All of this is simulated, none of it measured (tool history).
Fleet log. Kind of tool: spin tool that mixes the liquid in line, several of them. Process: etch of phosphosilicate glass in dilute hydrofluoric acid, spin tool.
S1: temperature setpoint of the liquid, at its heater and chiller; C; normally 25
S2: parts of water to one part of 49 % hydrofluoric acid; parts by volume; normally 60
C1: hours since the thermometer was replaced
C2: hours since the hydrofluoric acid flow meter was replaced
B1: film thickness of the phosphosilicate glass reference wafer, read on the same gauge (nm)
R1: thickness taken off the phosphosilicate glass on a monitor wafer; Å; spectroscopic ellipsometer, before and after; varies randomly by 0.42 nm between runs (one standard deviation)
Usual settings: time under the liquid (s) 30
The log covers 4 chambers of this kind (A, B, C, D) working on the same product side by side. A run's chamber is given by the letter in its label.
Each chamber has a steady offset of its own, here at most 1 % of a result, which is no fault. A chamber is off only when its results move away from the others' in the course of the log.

Run 1D, hour 7.5: usual settings; C1 1158.8; C2 352; B1 60.007. Result: R1 825.28 Å.
Run 2C, hour 16.4: usual settings; C1 704.7; C2 972.7; B1 59.983. Result: R1 825.07 Å.
Run 3A, hour 29.2: usual settings; C1 966.3; C2 517.7; B1 60.008. Result: R1 810.47 Å.
Run 4B, hour 38.2: usual settings; C1 584.6; C2 713.2; B1 60.003. Result: R1 823.86 Å.
Run 5D, hour 49.8: usual settings; C1 1201.1; C2 394.3; B1 60.005. Result: R1 816.16 Å.
Run 6C, hour 58.8: usual settings but S1 29 C, S2 40 parts by volume; C1 747.1; C2 1015.1; B1 60.007. Result: R1 1499.2 Å.
Run 7B, hour 70.8: usual settings but S1 29 C, S2 40 parts by volume; C1 617.2; C2 745.8; B1 60.028. Result: R1 1484 Å.
Run 8A, hour 78.8: usual settings but S1 29 C, S2 40 parts by volume; C1 1015.9; C2 567.3; B1 59.978. Result: R1 1465.9 Å.
Run 9B, hour 91.1: usual settings but S1 29 C, S2 40 parts by volume; C1 637.5; C2 766.1; B1 60.013. Result: R1 1476.3 Å.
Run 10A, hour 100.7: usual settings; C1 1037.8; C2 589.2; B1 59.998. Result: R1 807.41 Å.
Run 11C, hour 110.9: usual settings; C1 799.2; C2 1067.2; B1 59.998. Result: R1 817.51 Å.
Run 12D, hour 122.2: usual settings; C1 1273.5; C2 466.7; B1 59.999. Result: R1 820.36 Å.
Run 13C, hour 131.9: usual settings; C1 820.2; C2 1088.2; B1 59.985. Result: R1 822.07 Å.
Run 14D, hour 139: usual settings; C1 1290.3; C2 483.5; B1 59.996. Result: R1 828.29 Å.
Run 15A, hour 150.3: usual settings; C1 1087.4; C2 638.8; B1 60.006. Result: R1 815.98 Å.
Run 16B, hour 162.4: usual settings but S2 80 parts by volume, time under the liquid (s) 45; C1 708.8; C2 837.4; B1 59.984. Result: R1 879.06 Å.
Run 17A, hour 174: usual settings but S2 80 parts by volume, time under the liquid (s) 45; C1 1111.1; C2 662.5; B1 59.991. Result: R1 887.56 Å.
Run 18B, hour 187.5: usual settings but S2 80 parts by volume, time under the liquid (s) 45; C1 733.9; C2 862.5; B1 59.991. Result: R1 881.54 Å.
Run 19D, hour 197.5: usual settings but S2 80 parts by volume, time under the liquid (s) 45; C1 1348.8; C2 542; B1 59.979. Result: R1 893.51 Å.
Run 20C, hour 209.8: usual settings; C1 898.1; C2 1166.1; B1 59.989. Result: R1 818.76 Å.
At hour 217.2: chamber B: hydrofluoric acid flow meter replaced.
Run 21B, hour 220.5: usual settings but S2 75 parts by volume; C1 766.9; C2 3.4; B1 60.002. Result: R1 628.27 Å.
Run 22A, hour 230.2: usual settings but S2 75 parts by volume; C1 1167.3; C2 718.7; B1 59.98. Result: R1 631.74 Å.
Run 23C, hour 244.8: usual settings but S2 75 parts by volume; C1 933.1; C2 1201.1; B1 59.995. Result: R1 637.17 Å.
Run 24D, hour 252.1: usual settings but S2 75 parts by volume; C1 1403.4; C2 596.6; B1 60.01. Result: R1 641.55 Å.
Run 25A, hour 265.9: usual settings; C1 1203; C2 754.4; B1 60.006. Result: R1 809.78 Å.
Run 26C, hour 279.2: usual settings; C1 967.5; C2 1235.5; B1 59.993. Result: R1 825.37 Å.
Run 27D, hour 286.5: usual settings; C1 1437.8; C2 631; B1 59.998. Result: R1 821 Å.
Run 28B, hour 300.3: usual settings but time under the liquid (s) 15; C1 846.7; C2 83.2; B1 59.984. Result: R1 393.85 Å.
Run 29B, hour 309.8: usual settings but time under the liquid (s) 15; C1 856.2; C2 92.7; B1 60.025. Result: R1 394.26 Å.
At hour 317.5: chamber D: hydrofluoric acid flow meter replaced.
Run 30C, hour 320.2: usual settings but time under the liquid (s) 15; C1 1008.5; C2 1276.5; B1 60.02. Result: R1 410.56 Å.
Run 31A, hour 330.8: usual settings but time under the liquid (s) 15; C1 1267.9; C2 819.3; B1 59.996. Result: R1 405.64 Å.
Run 32D, hour 338.6: usual settings; C1 1489.9; C2 21.1; B1 59.994. Result: R1 817.04 Å.
Run 33B, hour 352.1: usual settings; C1 898.5; C2 135; B1 59.997. Result: R1 780.9 Å.
Run 34D, hour 361.1: usual settings; C1 1512.4; C2 43.6; B1 60.008. Result: R1 815.07 Å.
At hour 367.8: chamber A: thermometer replaced.
Run 35C, hour 369: usual settings; C1 1057.3; C2 1325.3; B1 60.003. Result: R1 825.15 Å.
Run 36A, hour 381.4: usual settings; C1 13.7; C2 869.9; B1 60.025. Result: R1 810.62 Å.
Run 37B, hour 388.3: usual settings; C1 934.7; C2 171.2; B1 59.993. Result: R1 782.68 Å.
Run 38D, hour 395.9: usual settings; C1 1547.2; C2 78.4; B1 60.013. Result: R1 818.4 Å.
Run 39C, hour 410: usual settings but S2 70 parts by volume; C1 1098.3; C2 1366.3; B1 59.989. Result: R1 690.9 Å.
Run 40A, hour 421.8: usual settings but S2 70 parts by volume; C1 54.1; C2 910.3; B1 60.007. Result: R1 690.82 Å.
Run 41D, hour 431.4: usual settings but S2 70 parts by volume; C1 1582.7; C2 113.9; B1 60.008. Result: R1 692.07 Å.
Run 42B, hour 441.8: usual settings but S2 70 parts by volume; C1 988.2; C2 224.7; B1 60.005. Result: R1 649.18 Å.

Has any chamber moved away from the others, gradually or after a service, or does the common gauge drift, or do the chambers differ only by their own small steady offsets? State the chamber and the most likely cause if one applies.

Chamber B drifts away from the others.
Cause: liquid colder than its thermometer reads (K) = 1.55.

Chamber B could run next with any of the 4 candidate recipes listed below; each alters the usual settings, and their results appear as question marks. Which one brings its results back in line with what the other chambers deliver on the usual settings?
A result is in line if it is within this distance of the other chambers' mean on the usual settings: R1 15 Å
Run 43B-1, hour 452.6: usual settings but S1 25.5 C. Result: R1 ?.
Run 43B-2, hour 452.6: usual settings but S1 23.5 C. Result: R1 ?.
Run 43B-3, hour 452.6: usual settings but S1 24.5 C. Result: R1 ?.
Run 43B-4, hour 452.6: usual settings but S1 26.5 C. Result: R1 ?.

Mean of the other chambers on the usual settings: R1 817.26 Å
  run      R1
43B-1  783.76
43B-2   722.1
43B-3  752.27
43B-4  815.97
With 43B-4, the chamber falls back in line with the rest.
